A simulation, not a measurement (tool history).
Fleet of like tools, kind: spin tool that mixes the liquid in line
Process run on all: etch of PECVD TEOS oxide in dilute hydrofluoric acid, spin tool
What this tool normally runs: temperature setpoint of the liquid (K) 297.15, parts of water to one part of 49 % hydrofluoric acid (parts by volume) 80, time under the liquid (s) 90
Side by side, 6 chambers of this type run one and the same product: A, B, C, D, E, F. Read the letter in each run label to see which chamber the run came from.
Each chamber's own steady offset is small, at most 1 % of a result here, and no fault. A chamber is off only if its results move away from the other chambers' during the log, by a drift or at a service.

run   hour  temperature setpoint of the liquid (K)  parts of water to one part of 49 % hydrofluoric acid (parts by volume)  time under the liquid (s)  hours since the thermometer was replaced  hours since the hydrofluoric acid flow meter was replaced  read-back film thickness of the PECVD TEOS oxide reference wafer, read on the same gauge (nm)  thickness taken off the PECVD TEOS oxide on a monitor wafer (nm)
 1A    6.0                                  297.15                                                                      80                         90                                     280.1                                                      537.2                                                                                         119.98                                                            24.787
 2B    9.4                                  297.15                                                                      80                         90                                      68.1                                                     1318.6                                                                                         119.96                                                            24.658
 3E   14.0                                  297.15                                                                      80                         90                                      94.4                                                      270.3                                                                                         119.95                                                            24.680
 4C   17.1                                  297.15                                                                      80                         90                                    1320.0                                                      361.0                                                                                         120.01                                                            24.563
 5D   20.2                                  297.15                                                                      80                         90                                     849.5                                                      670.2                                                                                         119.98                                                            24.923
 6F   26.5                                  297.15                                                                      80                         90                                     585.3                                                      115.4                                                                                         120.00                                                            24.742
 7B   33.6                                  297.15                                                                      80                         90                                      92.3                                                     1342.8                                                                                         120.00                                                            24.852
 8F   38.4                                  297.15                                                                      80                         90                                     597.2                                                      127.3                                                                                         120.01                                                            24.235
 9C   43.1                                  297.15                                                                      80                         90                                    1346.0                                                      387.0                                                                                         119.99                                                            24.440
10D   46.3                                  297.15                                                                      80                         90                                     875.6                                                      696.3                                                                                         119.99                                                            25.011
11A   53.1                                  297.15                                                                      80                         90                                     327.2                                                      584.3                                                                                         119.99                                                            24.711
12E   57.1                                  297.15                                                                      80                         90                                     137.5                                                      313.4                                                                                         120.00                                                            24.600
13C   61.3                                  297.15                                                                      80                         90                                    1364.2                                                      405.2                                                                                         119.98                                                            24.952
14D   64.7                                  297.15                                                                      80                         90                                     894.0                                                      714.7                                                                                         120.01                                                            24.923
15A   70.5                                  297.15                                                                      80                         90                                     344.6                                                      601.7                                                                                         119.97                                                            24.631
16E   77.5                                  297.15                                                                      80                         90                                     157.9                                                      333.8                                                                                         119.98                                                            25.065
17F   81.9                                  297.15                                                                      80                         90                                     640.7                                                      170.8                                                                                         120.02                                                            24.785
18B   85.7                                  297.15                                                                      80                         90                                     144.4                                                     1394.9                                                                                         120.03                                                            24.735
19B   92.7                                  297.15                                                                      80                         90                                     151.4                                                     1401.9                                                                                         119.97                                                            24.877
20E   97.3                                  294.65                                                                      80                         90                                     177.7                                                      353.6                                                                                         120.00                                                            22.208
21D  101.3                                  294.65                                                                      80                         90                                     930.6                                                      751.3                                                                                         119.97                                                            22.543
22A  104.9                                  294.65                                                                      80                         90                                     379.0                                                      636.1                                                                                         120.01                                                            22.314
23F  109.1                                  294.65                                                                      80                         90                                     667.9                                                      198.0                                                                                         119.99                                                            22.672
24C  113.9                                  294.65                                                                      80                         90                                    1416.8                                                      457.8                                                                                         119.98                                                            22.434
25F  119.0                                  294.65                                                                      80                         90                                     677.8                                                      207.9                                                                                         120.01                                                            22.389
26C  122.3                                  297.15                                                                      80                         90                                    1425.2                                                      466.2                                                                                         119.98                                                            24.691
27E  126.5                                  297.15                                                                      80                         90                                     206.9                                                      382.8                                                                                         120.03                                                            24.554
28D  129.9                                  301.15                                                                      50                         90                                     959.2                                                      779.9                                                                                         119.99                                                            48.762
29B  133.8                                  301.15                                                                      50                         90                                     192.5                                                     1443.0                                                                                         120.00                                                            47.337
30A  139.0                                  301.15                                                                      50                         90                                     413.1                                                      670.2                                                                                         120.00                                                            48.589
31D  144.4                                  301.15                                                                      50                         90                                     973.7                                                      794.4                                                                                         120.02                                                            49.779
32F  147.9                                  301.15                                                                      50                         90                                     706.7                                                      236.8                                                                                         119.99                                                            48.735
33E  152.1                                  301.15                                                                      50                         90                                     232.5                                                      408.4                                                                                         119.98                                                            48.042
34A  158.5                                  297.15                                                                      80                         90                                     432.6                                                      689.7                                                                                         120.03                                                            24.724
35C  161.7                                  297.15                                                                      80                         90                                    1464.6                                                      505.6                                                                                         120.00                                                            24.623
36B  168.4                                  297.15                                                                      80                         90                                     227.1                                                     1477.6                                                                                         120.02                                                            24.450
37C  173.9                                  297.15                                                                      80                         90                                    1476.8                                                      517.8                                                                                         120.01                                                            24.602

For the next run the whole fleet of 6 chambers uses the same settings. Give each chamber's results:
38A  178.9                                  297.15                                                                      80                         90                                                                                                                                                                                                                                                                     ?
38B  178.9                                  297.15                                                                      80                         90                                                                                                                                                                                                                                                                     ?
38C  178.9                                  297.15                                                                      80                         90                                                                                                                                                                                                                                                                     ?
38D  178.9                                  297.15                                                                      80                         90                                                                                                                                                                                                                                                                     ?
38E  178.9                                  297.15                                                                      80                         90                                                                                                                                                                                                                                                                     ?
38F  178.9                                  297.15                                                                      80                         90                                                                                                                                                                                                                                                                     ?

run  thickness taken off the PECVD TEOS oxide on a monitor wafer (nm)
38A                                                            24.940
38B                                                            24.771
38C                                                            24.652
38D                                                            25.140
38E                                                            24.990
38F                                                            24.702
